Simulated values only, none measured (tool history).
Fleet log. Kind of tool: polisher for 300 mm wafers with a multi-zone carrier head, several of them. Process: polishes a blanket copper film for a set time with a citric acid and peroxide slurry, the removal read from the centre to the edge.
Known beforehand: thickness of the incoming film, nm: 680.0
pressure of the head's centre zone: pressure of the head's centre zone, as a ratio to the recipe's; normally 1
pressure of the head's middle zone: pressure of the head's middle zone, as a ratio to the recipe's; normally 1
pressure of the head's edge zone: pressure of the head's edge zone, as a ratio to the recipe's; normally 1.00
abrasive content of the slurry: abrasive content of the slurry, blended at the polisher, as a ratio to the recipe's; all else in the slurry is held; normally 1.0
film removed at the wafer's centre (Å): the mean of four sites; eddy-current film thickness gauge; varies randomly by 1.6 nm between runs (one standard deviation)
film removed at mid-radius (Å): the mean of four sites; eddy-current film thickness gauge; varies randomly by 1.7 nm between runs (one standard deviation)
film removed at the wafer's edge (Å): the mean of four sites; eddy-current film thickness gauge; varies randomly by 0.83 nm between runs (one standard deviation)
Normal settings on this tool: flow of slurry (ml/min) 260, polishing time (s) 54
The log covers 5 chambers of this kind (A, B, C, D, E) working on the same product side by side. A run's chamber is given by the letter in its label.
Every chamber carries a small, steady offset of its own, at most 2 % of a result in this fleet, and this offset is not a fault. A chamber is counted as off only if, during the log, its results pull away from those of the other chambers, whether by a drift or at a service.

run	day	flow of slurry (ml/min)	pressure of the head's centre zone	pressure of the head's middle zone	pressure of the head's edge zone	abrasive content of the slurry	polishing time (s)	film removed at the wafer's centre (Å)	film removed at mid-radius (Å)	film removed at the wafer's edge (Å)
# day 0.192: chamber B: worn pad replaced by a new one
1A	0.425	260	1	1	1.00	1.0	54	1210.2	1217.5	1247.5
2B	0.721	260	1	1	1.00	1.0	54	1230.9	1265.2	1236.1
# day 0.771: chamber D: worn pad replaced by a new one
# day 0.917: chamber A: centre zone pressure recalibrated
3E	1.000	260	1	1	1.00	1.0	54	1234.1	1208.9	1232.9
# day 1.354: chamber E: centre zone pressure recalibrated
4D	1.429	260	1	1	1.00	1.0	54	1202.7	1210.8	1230.5
5C	1.988	260	1	1	1.00	1.3	54	1298.0	1257.9	1325.2
# day 2.142: chamber E: slurry nozzle cleaned
# day 2.346: chamber A: worn pad replaced by a new one
6A	2.558	260	1	1	1.00	1.3	54	1280.8	1317.9	1301.9
# day 2.688: chamber B: slurry nozzle cleaned
7E	2.933	260	1	1	1.00	1.3	54	1316.0	1301.2	1310.6
# day 3.504: chamber E: worn pad replaced by a new one
8C	3.508	260	1	1	1.00	1.3	54	1294.6	1267.1	1327.9
9B	3.796	260	1	1	1.00	1.3	54	1294.7	1356.9	1321.1
# day 3.821: chamber A: slurry nozzle cleaned
# day 4.250: chamber D: worn pad replaced by a new one
10D	4.362	260	1	1	1.00	1.0	54	1225.1	1231.9	1242.5
11D	4.900	260	1	1	1.00	1.0	54	1243.9	1258.3	1231.4
# day 5.221: chamber C: slurry nozzle cleaned
# day 5.229: chamber B: worn pad replaced by a new one
12A	5.438	260	1	1	1.09	1.0	54	1236.1	1235.1	1294.2
13C	5.692	260	1	1	1.09	1.0	54	1251.2	1227.5	1304.8
14B	5.975	260	1	1	1.09	1.0	54	1231.2	1254.5	1301.9
15E	6.321	260	1	1	1.09	1.0	54	1266.0	1209.7	1289.9
16C	6.612	260	1	1	1.09	1.0	54	1217.6	1220.9	1287.9
# day 6.925: chamber D: worn pad replaced by a new one
17B	7.150	260	1	1	1.00	1.0	54	1261.0	1242.5	1242.4
18D	7.496	260	1	1	1.00	1.0	54	1218.7	1253.9	1230.8
# day 7.521: chamber A: worn pad replaced by a new one
# day 7.812: chamber C: centre zone pressure recalibrated
# day 7.992: chamber E: worn pad replaced by a new one
19A	8.012	260	1	1	1.00	1.0	54	1217.7	1250.1	1232.2
20E	8.317	260	1	1	1.00	1.0	54	1245.4	1193.8	1229.9
21E	8.896	260	1	1	1.00	1.0	54	1258.9	1211.5	1241.7
22B	9.283	260	1	1	1.00	1.0	54	1238.5	1243.9	1256.9
# day 9.312: chamber D: centre zone pressure recalibrated
23A	9.629	260	1	1	1.00	1.0	54	1241.4	1237.5	1236.0
# day 9.850: chamber B: worn pad replaced by a new one
24D	10.154	260	1	1	1.00	1.2	54	1244.4	1277.8	1268.2
# day 10.408: chamber D: worn pad replaced by a new one
25C	10.438	260	1	1	1.00	1.2	54	1225.6	1192.3	1221.4
26E	10.762	260	1	1	1.00	1.2	54	1305.2	1260.3	1275.0
27C	11.217	260	1	1	1.00	1.2	54	1188.9	1164.7	1214.8
28B	11.483	260	1	1	1.00	1.2	54	1272.9	1279.8	1310.1
29D	11.804	260	1	1	1.00	1.0	54	1178.4	1198.9	1240.4
# day 12.075: chamber B: centre zone pressure recalibrated
# day 12.100: chamber E: worn pad replaced by a new one
30A	12.283	260	1	1	1.00	1.0	54	1204.0	1250.3	1241.2
31B	12.821	260	1	1	1.00	1.0	54	1239.9	1226.1	1248.0
# day 12.892: chamber A: worn pad replaced by a new one
32E	13.262	260	1	1	1.00	1.0	54	1251.9	1227.7	1227.1
# day 13.292: chamber D: slurry nozzle cleaned
# day 13.488: chamber D: worn pad replaced by a new one
33A	13.662	260	1	1	1.00	1.0	54	1237.2	1240.1	1250.3
34C	14.142	260	1	1	1.00	1.0	54	1102.0	1093.1	1131.4
35D	14.500	260	1	1	1.00	1.0	54	1223.1	1231.2	1218.5
36A	15.012	260	1	1	1.00	1.0	54	1239.1	1230.0	1251.4
37E	15.458	260	1	1	1.00	1.0	54	1238.4	1227.4	1236.5

Next, every chamber runs the same settings. What will each give?
38A	15.883	260	1	1	1.00	1.0	66	?	?	?
38B	15.883	260	1	1	1.00	1.0	66	?	?	?
38C	15.883	260	1	1	1.00	1.0	66	?	?	?
38D	15.883	260	1	1	1.00	1.0	66	?	?	?
38E	15.883	260	1	1	1.00	1.0	66	?	?	?

run	film removed at the wafer's centre (Å)	film removed at mid-radius (Å)	film removed at the wafer's edge (Å)
38A	1518.6	1510.0	1515.3
38B	1516.7	1534.3	1510.4
38C	1362.8	1339.7	1366.5
38D	1516.1	1529.1	1498.3
38E	1516.8	1506.4	1496.3
